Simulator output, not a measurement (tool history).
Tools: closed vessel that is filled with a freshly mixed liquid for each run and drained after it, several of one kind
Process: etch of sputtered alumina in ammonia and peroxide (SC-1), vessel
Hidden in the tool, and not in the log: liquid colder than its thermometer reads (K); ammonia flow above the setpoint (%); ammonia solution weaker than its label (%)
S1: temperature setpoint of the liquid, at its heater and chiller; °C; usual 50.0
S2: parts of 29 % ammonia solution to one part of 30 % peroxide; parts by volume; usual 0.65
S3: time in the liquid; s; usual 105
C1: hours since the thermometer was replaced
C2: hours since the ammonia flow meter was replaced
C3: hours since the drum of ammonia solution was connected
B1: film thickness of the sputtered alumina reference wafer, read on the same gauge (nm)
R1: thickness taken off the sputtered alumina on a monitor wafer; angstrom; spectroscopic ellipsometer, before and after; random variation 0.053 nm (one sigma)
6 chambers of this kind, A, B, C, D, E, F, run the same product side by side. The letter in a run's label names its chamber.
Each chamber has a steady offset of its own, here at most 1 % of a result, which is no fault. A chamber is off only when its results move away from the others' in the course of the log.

run 1C hour=7.2 | S1=50.0 S2=0.65 S3=105 | C1=384.2 C2=1121.2 C3=184.7 | B1=139.99 | R1=54.681
run 2E hour=18.9 | S1=50.0 S2=0.65 S3=105 | C1=512.3 C2=234.3 C3=176.5 | B1=140.00 | R1=53.959
-- hour=21.8 chamber B: new drum of ammonia solution connected
run 3B hour=31.5 | S1=50.0 S2=0.65 S3=105 | C1=506.6 C2=598.9 C3=9.7 | B1=140.01 | R1=53.811
run 4A hour=40.5 | S1=50.0 S2=0.65 S3=105 | C1=783.8 C2=1019.1 C3=915.1 | B1=140.00 | R1=54.428
run 5F hour=47.8 | S1=50.0 S2=0.65 S3=105 | C1=1906.2 C2=340.6 C3=519.9 | B1=139.97 | R1=53.608
run 6D hour=59.9 | S1=50.0 S2=0.65 S3=105 | C1=817.5 C2=1280.3 C3=442.9 | B1=139.99 | R1=53.543
run 7B hour=73.2 | S1=50.0 S2=0.65 S3=105 | C1=548.3 C2=640.6 C3=51.4 | B1=140.00 | R1=54.133
run 8E hour=82.9 | S1=50.0 S2=0.65 S3=105 | C1=576.3 C2=298.3 C3=240.5 | B1=140.00 | R1=54.434
run 9D hour=92.4 | S1=50.0 S2=0.65 S3=105 | C1=850.0 C2=1312.8 C3=475.4 | B1=139.99 | R1=53.535
run 10C hour=100.8 | S1=50.0 S2=0.65 S3=105 | C1=477.8 C2=1214.8 C3=278.3 | B1=139.99 | R1=54.963
-- hour=109.1 chamber D: thermometer replaced
run 11A hour=109.2 | S1=50.0 S2=0.65 S3=105 | C1=852.5 C2=1087.8 C3=983.8 | B1=139.99 | R1=53.666
run 12F hour=118.2 | S1=50.0 S2=0.65 S3=105 | C1=1976.6 C2=411.0 C3=590.3 | B1=140.02 | R1=54.606
-- hour=124.4 chamber F: new drum of ammonia solution connected
run 13A hour=131.2 | S1=50.0 S2=0.65 S3=105 | C1=874.5 C2=1109.8 C3=1005.8 | B1=139.99 | R1=54.066
run 14D hour=138.0 | S1=50.0 S2=0.65 S3=105 | C1=28.9 C2=1358.4 C3=521.0 | B1=140.01 | R1=54.174
run 15B hour=150.7 | S1=44.5 S2=0.65 S3=105 | C1=625.8 C2=718.1 C3=128.9 | B1=140.01 | R1=39.800
run 16C hour=156.7 | S1=44.5 S2=0.65 S3=105 | C1=533.7 C2=1270.7 C3=334.2 | B1=140.00 | R1=39.784
-- hour=159.2 chamber D: new drum of ammonia solution connected
run 17F hour=167.5 | S1=44.5 S2=0.65 S3=105 | C1=2025.9 C2=460.3 C3=43.1 | B1=140.00 | R1=39.413
run 18E hour=179.3 | S1=44.5 S2=0.65 S3=105 | C1=672.7 C2=394.7 C3=336.9 | B1=140.01 | R1=39.810
run 19B hour=187.4 | S1=44.5 S2=0.65 S3=105 | C1=662.5 C2=754.8 C3=165.6 | B1=139.98 | R1=39.716
run 20E hour=194.2 | S1=44.5 S2=0.65 S3=105 | C1=687.6 C2=409.6 C3=351.8 | B1=140.00 | R1=40.005
run 21D hour=202.2 | S1=50.0 S2=0.65 S3=105 | C1=93.1 C2=1422.6 C3=43.0 | B1=140.01 | R1=53.361
run 22A hour=211.2 | S1=50.0 S2=0.50 S3=105 | C1=954.5 C2=1189.8 C3=1085.8 | B1=140.00 | R1=52.563
run 23F hour=217.2 | S1=50.0 S2=0.50 S3=105 | C1=2075.6 C2=510.0 C3=92.8 | B1=139.99 | R1=53.089
run 24C hour=227.1 | S1=50.0 S2=0.50 S3=105 | C1=604.1 C2=1341.1 C3=404.6 | B1=140.02 | R1=51.175
run 25F hour=236.5 | S1=50.0 S2=0.50 S3=105 | C1=2094.9 C2=529.3 C3=112.1 | B1=140.00 | R1=53.234
run 26A hour=249.0 | S1=50.0 S2=0.50 S3=105 | C1=992.3 C2=1227.6 C3=1123.6 | B1=140.00 | R1=51.830
run 27B hour=256.7 | S1=50.0 S2=0.50 S3=105 | C1=731.8 C2=824.1 C3=234.9 | B1=139.98 | R1=52.831
run 28D hour=267.6 | S1=53.0 S2=0.65 S3=75 | C1=158.5 C2=1488.0 C3=108.4 | B1=139.98 | R1=45.446
-- hour=269.7 chamber E: thermometer replaced
run 29C hour=280.5 | S1=53.0 S2=0.65 S3=75 | C1=657.5 C2=1394.5 C3=458.0 | B1=140.01 | R1=43.901
run 30E hour=290.0 | S1=53.0 S2=0.65 S3=75 | C1=20.4 C2=505.4 C3=447.6 | B1=140.00 | R1=44.872
run 31C hour=300.3 | S1=53.0 S2=0.65 S3=75 | C1=677.3 C2=1414.3 C3=477.8 | B1=140.00 | R1=43.284
run 32F hour=310.4 | S1=53.0 S2=0.65 S3=75 | C1=2168.8 C2=603.2 C3=186.0 | B1=140.01 | R1=46.087
run 33E hour=317.6 | S1=53.0 S2=0.65 S3=75 | C1=48.0 C2=533.0 C3=475.2 | B1=140.01 | R1=45.293
-- hour=322.1 chamber A: new drum of ammonia solution connected
run 34B hour=330.0 | S1=50.0 S2=0.65 S3=105 | C1=805.1 C2=897.4 C3=308.2 | B1=140.01 | R1=54.436
run 35A hour=336.9 | S1=50.0 S2=0.65 S3=105 | C1=1080.2 C2=1315.5 C3=14.9 | B1=140.00 | R1=52.875
run 36D hour=350.4 | S1=50.0 S2=0.65 S3=105 | C1=241.3 C2=1570.8 C3=191.2 | B1=140.01 | R1=54.537
run 37B hour=363.7 | S1=50.0 S2=0.65 S3=105 | C1=838.8 C2=931.1 C3=341.9 | B1=139.99 | R1=54.149
run 38D hour=375.2 | S1=50.0 S2=0.45 S3=105 | C1=266.1 C2=1595.6 C3=216.0 | B1=139.99 | R1=53.214
run 39F hour=388.7 | S1=50.0 S2=0.45 S3=105 | C1=2247.1 C2=681.5 C3=264.3 | B1=139.99 | R1=51.235

What goes on in this fleet: one chamber off, a drifting gauge, or nothing beyond the chambers' own small offsets? Name the chamber and the cause, if any.

Chamber C drifts away from the others.
Cause: liquid colder than its thermometer reads (K) = 1.78.

Here are 4 candidates for chamber C's next run, each the usual settings with a change, their results left as question marks. Which one brings its results back in line with what the others give on the usual settings?
In line means no further than this from the other chambers' mean on the usual settings: R1 1.800 angstrom
run 40C-1 hour=398.6 | S1=49.5 S2=0.65 S3=100 | R1=?
run 40C-2 hour=398.6 | S1=50.5 S2=0.65 S3=105 | R1=?
run 40C-3 hour=398.6 | S1=49.5 S2=0.65 S3=105 | R1=?
run 40C-4 hour=398.6 | S1=50.5 S2=0.65 S3=110 | R1=?

The other chambers' mean on the usual settings: R1 53.937 angstrom
run=40C-1 R1=45.539
run=40C-2 R1=50.611
run=40C-3 R1=47.816
run=40C-4 R1=53.021
40C-4 brings the chamber back in line.
